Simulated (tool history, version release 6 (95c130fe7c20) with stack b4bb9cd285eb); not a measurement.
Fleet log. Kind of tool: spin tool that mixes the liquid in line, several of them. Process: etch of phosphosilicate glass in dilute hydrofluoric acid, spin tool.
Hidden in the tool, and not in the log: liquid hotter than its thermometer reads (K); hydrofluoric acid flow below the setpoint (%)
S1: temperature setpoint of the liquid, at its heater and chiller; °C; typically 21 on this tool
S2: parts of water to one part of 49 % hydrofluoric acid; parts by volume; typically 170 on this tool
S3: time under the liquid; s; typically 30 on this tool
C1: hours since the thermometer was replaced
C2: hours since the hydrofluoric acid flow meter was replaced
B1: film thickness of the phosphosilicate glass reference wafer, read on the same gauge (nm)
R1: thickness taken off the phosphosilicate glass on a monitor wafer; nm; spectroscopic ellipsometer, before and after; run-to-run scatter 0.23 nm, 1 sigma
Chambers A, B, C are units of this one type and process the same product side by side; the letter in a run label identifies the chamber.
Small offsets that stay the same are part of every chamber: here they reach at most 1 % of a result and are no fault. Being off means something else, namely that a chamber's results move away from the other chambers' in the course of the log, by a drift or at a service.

run 1A hour=9.1 | S1=21 S2=170 S3=30 | C1=1283 C2=375.4 | B1=39.982 | R1=25.062
run 2C hour=14.9 | S1=21 S2=170 S3=30 | C1=290.3 C2=954.1 | B1=39.999 | R1=24.978
run 3B hour=24.8 | S1=21 S2=170 S3=30 | C1=689.6 C2=703 | B1=40.006 | R1=24.744
run 4A hour=30 | S1=21 S2=170 S3=30 | C1=1303.9 C2=396.3 | B1=40.014 | R1=24.563
run 5C hour=36 | S1=24.5 S2=170 S3=30 | C1=311.4 C2=975.2 | B1=39.998 | R1=28.222
run 6B hour=42.4 | S1=24.5 S2=170 S3=30 | C1=707.2 C2=720.6 | B1=39.983 | R1=28.277
run 7B hour=47.3 | S1=24.5 S2=170 S3=30 | C1=712.1 C2=725.5 | B1=40.025 | R1=28.131
run 8C hour=56.8 | S1=23.5 S2=170 S3=30 | C1=332.2 C2=996 | B1=40.006 | R1=27.061
run 9A hour=64.4 | S1=23.5 S2=170 S3=30 | C1=1338.3 C2=430.7 | B1=40 | R1=26.934
run 10C hour=73 | S1=23.5 S2=170 S3=30 | C1=348.4 C2=1012.2 | B1=40.031 | R1=27.123
run 11B hour=79.1 | S1=21 S2=170 S3=30 | C1=743.9 C2=757.3 | B1=40.032 | R1=23.907
run 12A hour=89.4 | S1=21 S2=170 S3=30 | C1=1363.3 C2=455.7 | B1=39.997 | R1=24.451
run 13A hour=99.6 | S1=21 S2=170 S3=30 | C1=1373.5 C2=465.9 | B1=40.021 | R1=24.551
run 14C hour=109.5 | S1=21 S2=170 S3=45 | C1=384.9 C2=1048.7 | B1=39.993 | R1=37.404
run 15B hour=117 | S1=21 S2=170 S3=45 | C1=781.8 C2=795.2 | B1=40 | R1=36.137
run 16B hour=127.2 | S1=21 S2=170 S3=45 | C1=792 C2=805.4 | B1=40.007 | R1=35.135
run 17A hour=133.4 | S1=21 S2=170 S3=30 | C1=1407.3 C2=499.7 | B1=40.007 | R1=24.745
run 18C hour=142 | S1=18.5 S2=205 S3=30 | C1=417.4 C2=1081.2 | B1=40.033 | R1=17.84
run 19A hour=148.2 | S1=18.5 S2=205 S3=30 | C1=1422.1 C2=514.5 | B1=40.035 | R1=17.904
run 20C hour=154.4 | S1=18.5 S2=205 S3=30 | C1=429.8 C2=1093.6 | B1=40.011 | R1=17.914
run 21B hour=161 | S1=21 S2=170 S3=40 | C1=825.8 C2=839.2 | B1=40.009 | R1=30.683
run 22C hour=171.4 | S1=21 S2=170 S3=40 | C1=446.8 C2=1110.6 | B1=40.025 | R1=32.936
run 23A hour=180.9 | S1=21 S2=170 S3=40 | C1=1454.8 C2=547.2 | B1=40.001 | R1=32.619
run 24B hour=185.5 | S1=21 S2=170 S3=30 | C1=850.3 C2=863.7 | B1=39.988 | R1=22.465
run 25B hour=191.9 | S1=21 S2=170 S3=30 | C1=856.7 C2=870.1 | B1=39.992 | R1=22.5
run 26C hour=200.5 | S1=18.5 S2=170 S3=30 | C1=475.9 C2=1139.7 | B1=40.002 | R1=22.4
run 27A hour=210.9 | S1=18.5 S2=170 S3=30 | C1=1484.8 C2=577.2 | B1=40.003 | R1=22.278
run 28A hour=218 | S1=18.5 S2=170 S3=30 | C1=1491.9 C2=584.3 | B1=39.985 | R1=21.906
run 29C hour=226.2 | S1=17.5 S2=170 S3=15 | C1=501.6 C2=1165.4 | B1=40.039 | R1=10.792
run 30B hour=232.8 | S1=17.5 S2=170 S3=15 | C1=897.6 C2=911 | B1=39.955 | R1=9.6885
run 31C hour=237.4 | S1=17.5 S2=170 S3=15 | C1=512.8 C2=1176.6 | B1=39.985 | R1=10.907

All 3 chambers run these settings next. Forecast each chamber's results:
run 32A hour=244.9 | S1=17.5 S2=170 S3=30 | R1=?
run 32B hour=244.9 | S1=17.5 S2=170 S3=30 | R1=?
run 32C hour=244.9 | S1=17.5 S2=170 S3=30 | R1=?

run=32A R1=21.312
run=32B R1=19.008
run=32C R1=21.413

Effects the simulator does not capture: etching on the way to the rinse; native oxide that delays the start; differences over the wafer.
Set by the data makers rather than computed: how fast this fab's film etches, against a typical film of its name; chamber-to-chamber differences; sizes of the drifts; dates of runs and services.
